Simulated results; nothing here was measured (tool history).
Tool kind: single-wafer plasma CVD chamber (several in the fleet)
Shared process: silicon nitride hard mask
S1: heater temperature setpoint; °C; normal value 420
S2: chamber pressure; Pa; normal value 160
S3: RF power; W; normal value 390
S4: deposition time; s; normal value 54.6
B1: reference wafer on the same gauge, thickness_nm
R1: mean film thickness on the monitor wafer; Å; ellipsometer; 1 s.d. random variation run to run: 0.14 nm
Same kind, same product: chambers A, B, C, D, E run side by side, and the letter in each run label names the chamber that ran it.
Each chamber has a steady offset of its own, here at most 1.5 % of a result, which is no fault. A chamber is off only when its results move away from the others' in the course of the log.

| run | hour | S1 | S2 | S3 | S4 | B1 | R1 |
|---|---|---|---|---|---|---|---|
| 1D | 6.8 | 420 | 160 | 390 | 54.6 | 67.695 | 669.44 |
| 2A | 10.4 | 420 | 160 | 390 | 54.6 | 67.692 | 668.65 |
| 3B | 16.5 | 420 | 160 | 390 | 54.6 | 67.659 | 674.08 |
| 4C | 20.6 | 420 | 160 | 390 | 54.6 | 67.729 | 667.42 |
| 5E | 24 | 420 | 160 | 450 | 61.6 | 67.69 | 822.32 |
| 6B | 31.6 | 420 | 160 | 450 | 61.6 | 67.665 | 821.76 |
| 7A | 36 | 420 | 160 | 450 | 61.6 | 67.702 | 819.35 |
| 8C | 39.2 | 420 | 160 | 450 | 61.6 | 67.715 | 818.46 |
| 9E | 44.8 | 420 | 160 | 450 | 61.6 | 67.732 | 824.24 |
| 10D | 49.7 | 420 | 160 | 390 | 54.6 | 67.714 | 668.21 |
| 11E | 57.3 | 434 | 141 | 390 | 54.6 | 67.682 | 640.94 |
| 12A | 61.7 | 434 | 141 | 390 | 54.6 | 67.702 | 638 |
| 13D | 68.3 | 434 | 141 | 390 | 54.6 | 67.691 | 636.89 |
| 14C | 72.1 | 434 | 141 | 390 | 54.6 | 67.712 | 639.25 |
| 15B | 77.4 | 434 | 141 | 390 | 54.6 | 67.697 | 642.36 |
| 16A | 84.5 | 420 | 160 | 390 | 54.6 | 67.699 | 668.53 |
| 17B | 90.9 | 420 | 160 | 390 | 54.6 | 67.692 | 672.67 |
| 18C | 94.7 | 420 | 160 | 355 | 54.6 | 67.72 | 631.31 |
|  | 96.7 | chamber A: capacitance manometer re-zeroed and calibrated |
| 19D | 100.4 | 420 | 160 | 355 | 54.6 | 67.732 | 629.22 |
| 20E | 104.4 | 420 | 160 | 355 | 54.6 | 67.68 | 632.58 |
| 21D | 109.2 | 420 | 160 | 355 | 54.6 | 67.705 | 631.61 |
| 22A | 114.7 | 420 | 160 | 355 | 54.6 | 67.74 | 630.55 |
| 23E | 119.9 | 420 | 160 | 390 | 54.6 | 67.694 | 671.72 |
| 24C | 127.1 | 420 | 160 | 390 | 54.6 | 67.736 | 669.2 |
| 25B | 131.9 | 433 | 160 | 390 | 54.6 | 67.733 | 670.3 |
| 26A | 136.4 | 433 | 160 | 390 | 54.6 | 67.692 | 662.66 |
| 27C | 141.7 | 433 | 160 | 390 | 54.6 | 67.679 | 664.25 |
| 28E | 149.2 | 433 | 160 | 390 | 54.6 | 67.723 | 668.7 |
| 29B | 154 | 433 | 160 | 390 | 54.6 | 67.728 | 668.61 |
|  | 155.1 | chamber D: capacitance manometer re-zeroed and calibrated |
| 30D | 159.1 | 420 | 160 | 390 | 54.6 | 67.694 | 668.96 |

Read the log: is a single chamber off, either drifting away or since a service, is the gauge that measures every chamber drifting, or is nothing wrong beyond small per-chamber offsets? Name any odd chamber and what most likely caused it.

No chamber stands off beyond its own small offset, and the gauge holds steady.
